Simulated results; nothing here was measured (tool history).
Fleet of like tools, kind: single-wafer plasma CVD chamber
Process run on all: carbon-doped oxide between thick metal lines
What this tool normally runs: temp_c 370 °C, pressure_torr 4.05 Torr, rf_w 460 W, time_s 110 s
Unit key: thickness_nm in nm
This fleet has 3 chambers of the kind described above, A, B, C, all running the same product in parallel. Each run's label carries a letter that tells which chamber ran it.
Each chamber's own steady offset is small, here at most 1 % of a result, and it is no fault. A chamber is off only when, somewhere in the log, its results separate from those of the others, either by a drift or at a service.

run   hour  temp_c  pressure_torr  rf_w  time_s  read-back reference wafer on the same gauge, thickness_nm  thickness_nm
 1B   12.0     370           4.05   460     110                                                     541.95        489.00
 2A   26.5     370           4.05   460     110                                                     541.51        479.50
 3C   33.0     370           4.05   460     110                                                     541.31        488.05
 4C   44.1     370           4.05   460     110                                                     541.44        488.39
 5B   53.0     370           4.70   425     110                                                     540.25        472.81
 6A   62.7     370           4.70   425     110                                                     541.22        467.12
 7C   75.9     370           4.70   425     110                                                     540.66        463.93
 8B   82.8     370           4.05   460     110                                                     541.00        486.57
 9A   96.0     370           4.05   460     110                                                     541.07        481.12
10A  110.4     370           4.05   460     110                                                     541.13        479.04
11B  118.6     370           4.05   460     110                                                     540.95        493.91
12C  129.5     370           4.05   390     110                                                     541.16        426.06
13A  141.6     370           4.05   390     110                                                     541.21        425.44
14C  154.7     370           4.05   390     110                                                     541.17        424.54
15B  167.4     370           4.05   460     110                                                     540.12        490.89
16A  181.1     370           4.05   460     110                                                     541.23        478.65
17C  195.9     370           4.05   460     110                                                     540.39        470.74
18B  206.7     370           4.05   460     110                                                     540.97        486.21
19C  216.0     370           4.05   460     110                                                     540.72        470.73
     217.3  -- chamber A: thermocouple changed; heater temperature recalibrated
20A  227.6     370           4.05   460     110                                                     541.13        477.27
21B  235.5     370           4.05   380      95                                                     541.62        368.44
22B  248.5     370           4.05   380      95                                                     541.12        365.06
23C  255.5     370           4.05   380      95                                                     540.63        349.44

Is one chamber out of step, is the gauge drifting, or do the chambers differ by no more than their own small offsets? For an off chamber, give its letter and the likeliest cause.

Chamber C drifts away from the others.
Likeliest cause: delivered RF power below the setpoint (%) = 5.84.

Chamber C could run next with any of the 4 candidate recipes listed below; each alters the usual settings, and their results appear as question marks. Which one brings its results back in line with what the other chambers deliver on the usual settings?
In line means no further than this from the other chambers' mean on the usual settings: thickness_nm 9.50 nm
24C-1  266.1     370           4.05   460     115                                                                        ?
24C-2  266.1     370           4.05   460     105                                                                        ?
24C-3  266.1     370           4.05   460     109                                                                        ?
24C-4  266.1     370           4.06   460     111                                                                        ?

The mean the other chambers reach with the usual settings: thickness_nm 485.77 nm
  run  thickness_nm
24C-1        486.16
24C-2        444.09
24C-3        460.92
24C-4        469.50
With 24C-1, the chamber falls back in line with the rest.
